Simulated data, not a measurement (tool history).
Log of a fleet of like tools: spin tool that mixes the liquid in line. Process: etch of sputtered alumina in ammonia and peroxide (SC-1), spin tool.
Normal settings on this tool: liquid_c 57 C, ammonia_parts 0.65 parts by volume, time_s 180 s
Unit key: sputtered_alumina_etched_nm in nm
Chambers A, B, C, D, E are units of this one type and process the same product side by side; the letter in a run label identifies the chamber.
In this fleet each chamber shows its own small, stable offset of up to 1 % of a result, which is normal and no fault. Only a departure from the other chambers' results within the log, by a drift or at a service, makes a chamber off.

run   hour  liquid_c  ammonia_parts  time_s  hours since the thermometer was replaced  hours since the ammonia flow meter was replaced  hours since the heated supply line was repaired  hours since the drum of ammonia solution was connected  read-back film thickness of the sputtered alumina reference wafer, read on the same gauge (nm)  sputtered_alumina_etched_nm
 1D    6.7        57           0.65     180                                       159                                            778.8                                            254.3                                                   989.5                                                                                          59.982                       14.191
 2C   15.8        57           0.65     180                                     815.5                                           1308.2                                           2689.9                                                   146.3                                                                                          60.004                       14.278
 3B   25.1        57           0.65     180                                     734.5                                            470.1                                           1159.1                                                   400.7                                                                                          60.021                       14.099
 4E   35.7        57           0.65     180                                     205.5                                           1244.1                                            948.4                                                   224.4                                                                                          60.012                       14.282
 5A   40.5        57           0.65     180                                    1176.3                                           1703.1                                              945                                                   191.1                                                                                          59.969                       14.207
 6A   47.3        57           0.65     180                                    1183.1                                           1709.9                                            951.8                                                   197.9                                                                                          59.985                       14.262
 7C   55.5        57           0.65     180                                     855.2                                           1347.9                                           2729.6                                                     186                                                                                          60.001                       14.167
 8E   62.9        57           0.65     180                                     232.7                                           1271.3                                            975.6                                                   251.6                                                                                          59.988                       14.095
 9D   70.6        57           0.65     180                                     222.9                                            842.7                                            318.2                                                  1053.4                                                                                          60.006                       14.304
10B   78.9        57           0.65     180                                     788.3                                            523.9                                           1212.9                                                   454.5                                                                                          60.009                       14.099
11D   83.6        57           0.65     140                                     235.9                                            855.7                                            331.2                                                  1066.4                                                                                          59.992                       10.972
12C   89.6        57           0.65     140                                     889.3                                             1382                                           2763.7                                                   220.1                                                                                          60.003                       11.009
13B   98.9        57           0.65     140                                     808.3                                            543.9                                           1232.9                                                   474.5                                                                                          59.967                       11.067
     107.6  -- chamber B: thermometer replaced
14A  109.7        57           0.65     140                                    1245.5                                           1772.3                                           1014.2                                                   260.3                                                                                          59.975                       11.148
15E    118        57           0.65     140                                     287.8                                           1326.4                                           1030.7                                                   306.7                                                                                          59.966                       11.162
16D  125.5        57           0.65     180                                     277.8                                            897.6                                            373.1                                                  1108.3                                                                                          59.985                       14.211
17C  135.1        57           0.65     180                                     934.8                                           1427.5                                           2809.2                                                   265.6                                                                                          59.988                       14.215
18B  142.4        57           0.65     180                                      34.9                                            587.4                                           1276.4                                                     518                                                                                          59.996                       14.291
19A  147.4        57           0.65     180                                    1283.2                                             1810                                           1051.9                                                     298                                                                                           60.04                       14.237
20E  154.4        57           0.65     180                                     324.2                                           1362.8                                           1067.1                                                   343.1                                                                                          60.012                       14.257
21E  159.1        57           0.65     180                                     328.9                                           1367.5                                           1071.8                                                   347.8                                                                                          60.004                       14.285
22A  164.6        57           0.65     180                                    1300.4                                           1827.2                                           1069.1                                                   315.2                                                                                          59.986                       13.995
23D  172.3        57           0.65     180                                     324.6                                            944.4                                            419.9                                                  1155.1                                                                                          60.042                       14.198
24C  178.6        57           0.65     180                                     978.3                                             1471                                           2852.7                                                   309.1                                                                                          59.985                       14.127
25B  183.4        57           0.65     180                                      75.9                                            628.4                                           1317.4                                                     559                                                                                              60                       14.159
26C  192.9        57           0.65     180                                     992.6                                           1485.3                                             2867                                                   323.4                                                                                           59.99                       14.123
27D    200        57           0.65     180                                     352.3                                            972.1                                            447.6                                                  1182.8                                                                                           60.01                        14.17
28B  207.6        57           0.65     180                                     100.1                                            652.6                                           1341.6                                                   583.2                                                                                          59.977                       14.211
29A  214.3        57           0.65     180                                    1350.1                                           1876.9                                           1118.8                                                   364.9                                                                                          59.996                       13.759
30E  222.3        57           0.65     180                                     392.1                                           1430.7                                             1135                                                     411                                                                                          60.006                       14.229
31B  232.9        57           0.65     180                                     125.4                                            677.9                                           1366.9                                                   608.5                                                                                          60.023                       14.068
32D  240.9        57           0.65     180                                     393.2                                             1013                                            488.5                                                  1223.7                                                                                          59.995                       14.215
33A  247.8        57           0.65     180                                    1383.6                                           1910.4                                           1152.3                                                   398.4                                                                                          59.992                       13.428
34E  256.7        57           0.65     180                                     426.5                                           1465.1                                           1169.4                                                   445.4                                                                                          60.005                       14.212
35C  262.7        57           0.65     180                                    1062.4                                           1555.1                                           2936.8                                                   393.2                                                                                          60.012                       14.371
36E  269.8        57           0.65     180                                     439.6                                           1478.2                                           1182.5                                                   458.5                                                                                          60.004                       14.083
37D  280.2        57           0.65     180                                     432.5                                           1052.3                                            527.8                                                    1263                                                                                          60.004                       14.015
38B    290        57           0.65     180                                     182.5                                              735                                             1424                                                   665.6                                                                                          59.995                        14.05
39C  297.3        57           0.65     180                                      1097                                           1589.7                                           2971.4                                                   427.8                                                                                          59.993                       14.074
       304  -- chamber A: new drum of ammonia solution connected
40A    304        57           0.65     180                                    1439.8                                           1966.6                                           1208.5                                                       0                                                                                          59.996                       13.152
41E  311.4        57           0.65     180                                     481.2                                           1519.8                                           1224.1                                                   500.1                                                                                          59.981                       14.052

Decide between three cases: one chamber stands off from its peers, the gauge reading all wafers drifts, or nothing is wrong past each chamber's small offset. Where a chamber is off, say which and what most likely put it there.

One chamber, A, drifts off from the rest bit by bit.
Cause: temperature lost on the way to the wafer (K) = 1.79.
Not necessarily distinguishable in this log from: liquid colder than its thermometer reads (K).

Below are 4 candidate recipes for chamber A's next run, each the usual settings with a change, their results shown as question marks. Which of them brings A's results back in line with what the other chambers give on the usual settings?
Maximum distance from the other chambers' mean on the usual settings for a result to count as in line: sputtered_alumina_etched_nm 0.33 nm
42A-1  319.2        57           0.65     195                                                                                                                                                                                                                                                                                                                                ?
42A-2  319.2        57           0.65     175                                                                                                                                                                                                                                                                                                                                ?
42A-3  319.2        57           0.65     185                                                                                                                                                                                                                                                                                                                                ?
42A-4  319.2        57           0.65     165                                                                                                                                                                                                                                                                                                                                ?

Usual-settings mean across the other chambers: sputtered_alumina_etched_nm 14.175 nm
  run  sputtered_alumina_etched_nm
42A-1                       14.092
42A-2                       12.647
42A-3                       13.369
42A-4                       11.924
The answer is 42A-1, which returns the chamber to within the allowed miss of the others.

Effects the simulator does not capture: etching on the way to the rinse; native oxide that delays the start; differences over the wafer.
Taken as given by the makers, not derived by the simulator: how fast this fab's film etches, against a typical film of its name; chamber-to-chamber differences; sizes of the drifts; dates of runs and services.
